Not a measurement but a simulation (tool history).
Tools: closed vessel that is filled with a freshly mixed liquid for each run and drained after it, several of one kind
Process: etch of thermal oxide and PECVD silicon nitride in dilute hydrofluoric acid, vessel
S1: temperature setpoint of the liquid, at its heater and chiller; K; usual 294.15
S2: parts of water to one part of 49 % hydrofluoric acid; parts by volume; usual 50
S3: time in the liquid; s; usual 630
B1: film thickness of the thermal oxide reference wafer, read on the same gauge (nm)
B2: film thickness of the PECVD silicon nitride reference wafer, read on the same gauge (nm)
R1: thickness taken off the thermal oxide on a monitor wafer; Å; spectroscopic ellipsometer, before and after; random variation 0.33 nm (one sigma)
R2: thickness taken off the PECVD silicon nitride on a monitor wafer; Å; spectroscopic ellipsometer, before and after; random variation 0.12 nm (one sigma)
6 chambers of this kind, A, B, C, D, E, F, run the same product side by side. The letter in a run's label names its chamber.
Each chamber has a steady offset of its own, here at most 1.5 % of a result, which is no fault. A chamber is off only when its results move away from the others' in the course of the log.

| run | hour | S1 | S2 | S3 | B1 | B2 | R1 | R2 |
|---|---|---|---|---|---|---|---|---|
| 1E | 12.4 | 294.15 | 50 | 630 | 140.01 | 50.000 | 537.63 | 218.64 |
| 2C | 25.2 | 294.15 | 50 | 630 | 139.98 | 49.989 | 524.98 | 216.60 |
| 3B | 36.0 | 294.15 | 50 | 630 | 140.00 | 49.995 | 526.54 | 216.94 |
| 4F | 45.5 | 294.15 | 50 | 630 | 140.01 | 50.026 | 533.07 | 217.65 |
|  | 47.1 | chamber E: hydrofluoric acid flow meter replaced |
| 5A | 55.0 | 294.15 | 50 | 630 | 140.03 | 49.984 | 527.63 | 221.07 |
| 6D | 64.3 | 291.65 | 40 | 630 | 139.99 | 50.011 | 604.50 | 230.11 |
|  | 67.0 | chamber A: hydrofluoric acid flow meter replaced |
| 7B | 71.7 | 291.65 | 40 | 630 | 139.99 | 49.976 | 604.09 | 226.39 |
| 8D | 82.0 | 291.65 | 40 | 630 | 140.00 | 50.024 | 604.77 | 230.28 |
| 9C | 91.2 | 291.65 | 40 | 630 | 139.98 | 49.972 | 597.69 | 226.99 |
| 10E | 102.7 | 291.65 | 40 | 630 | 140.00 | 50.005 | 610.12 | 225.93 |
| 11A | 110.9 | 291.65 | 40 | 630 | 140.03 | 49.998 | 598.36 | 230.96 |
| 12F | 120.1 | 294.15 | 50 | 630 | 139.98 | 50.005 | 528.58 | 217.13 |
| 13E | 126.4 | 294.15 | 50 | 630 | 140.03 | 49.983 | 534.78 | 218.37 |
| 14A | 134.0 | 294.15 | 50 | 630 | 140.00 | 50.006 | 526.07 | 220.11 |
|  | 135.9 | chamber B: hydrofluoric acid flow meter replaced |
| 15C | 145.5 | 294.15 | 50 | 630 | 140.00 | 50.004 | 528.37 | 216.35 |
| 16B | 153.5 | 294.15 | 50 | 630 | 140.01 | 49.994 | 520.69 | 217.06 |
| 17D | 164.7 | 294.15 | 50 | 630 | 140.01 | 49.998 | 528.55 | 219.63 |
| 18F | 171.4 | 294.15 | 50 | 630 | 140.01 | 50.004 | 529.03 | 216.06 |
| 19B | 183.7 | 294.15 | 50 | 630 | 139.99 | 50.043 | 526.10 | 219.21 |
| 20A | 191.4 | 294.15 | 50 | 835 | 140.00 | 49.987 | 686.70 | 286.20 |
| 21E | 198.6 | 294.15 | 50 | 835 | 140.03 | 49.992 | 713.19 | 288.90 |
| 22D | 207.7 | 294.15 | 50 | 835 | 140.00 | 50.019 | 695.90 | 294.65 |
| 23F | 217.7 | 294.15 | 50 | 835 | 139.97 | 50.025 | 707.34 | 287.35 |
| 24C | 224.8 | 294.15 | 50 | 835 | 140.00 | 50.008 | 700.26 | 288.06 |
| 25F | 234.1 | 294.15 | 50 | 835 | 139.99 | 49.991 | 702.28 | 287.77 |
| 26D | 243.0 | 294.15 | 50 | 630 | 140.00 | 50.002 | 530.76 | 219.00 |
| 27E | 254.6 | 294.15 | 50 | 630 | 139.99 | 49.963 | 534.27 | 216.79 |
| 28C | 265.2 | 294.15 | 50 | 630 | 140.00 | 49.990 | 528.58 | 217.16 |
| 29A | 277.4 | 294.15 | 50 | 630 | 140.00 | 49.967 | 505.83 | 206.36 |
| 30B | 285.9 | 294.15 | 35 | 395 | 139.96 | 49.999 | 479.81 | 190.57 |
|  | 293.2 | chamber D: hydrofluoric acid flow meter replaced |
| 31D | 298.9 | 294.15 | 35 | 395 | 140.00 | 50.004 | 488.04 | 199.06 |
| 32F | 312.6 | 294.15 | 35 | 395 | 139.97 | 50.047 | 484.59 | 189.89 |
| 33A | 323.6 | 294.15 | 35 | 395 | 139.99 | 49.995 | 459.52 | 177.41 |
| 34C | 333.8 | 294.15 | 35 | 395 | 140.02 | 50.015 | 475.94 | 190.92 |
| 35B | 342.9 | 294.15 | 35 | 395 | 140.01 | 50.012 | 483.68 | 191.04 |
| 36E | 354.5 | 294.15 | 50 | 630 | 140.00 | 49.994 | 534.36 | 215.33 |
| 37B | 368.4 | 294.15 | 40 | 630 | 140.02 | 50.001 | 676.19 | 270.62 |
| 38A | 381.8 | 294.15 | 40 | 630 | 140.00 | 49.989 | 627.87 | 245.50 |
| 39C | 390.8 | 294.15 | 40 | 630 | 140.05 | 49.994 | 670.14 | 270.80 |

What goes on in this fleet: one chamber off, a drifting gauge, or nothing beyond the chambers' own small offsets? Name the chamber and the cause, if any.

Chamber A drifts away from the others.
Cause: liquid colder than its thermometer reads (K) = 1.71.

Here are 4 candidates for chamber A's next run, each the usual settings with a change, their results left as question marks. Which one brings its results back in line with what the others give on the usual settings?
In line means no further than this from the other chambers' mean on the usual settings: R1 12.00 Å; R2 4.10 Å
| 40A-1 | 400.8 | 295.15 | 50 | 650 |  |  | ? | ? |
| 40A-2 | 400.8 | 296.15 | 50 | 660 |  |  | ? | ? |
| 40A-3 | 400.8 | 293.15 | 50 | 610 |  |  | ? | ? |
| 40A-4 | 400.8 | 292.15 | 50 | 600 |  |  | ? | ? |

The other chambers' mean on the usual settings: R1 530.08 Å; R2 217.50 Å
| run | R1 | R2 |
|---|---|---|
| 40A-1 | 529.04 | 217.68 |
| 40A-2 | 560.34 | 236.83 |
| 40A-3 | 455.84 | 177.65 |
| 40A-4 | 429.40 | 162.82 |
40A-1 brings the chamber back in line.
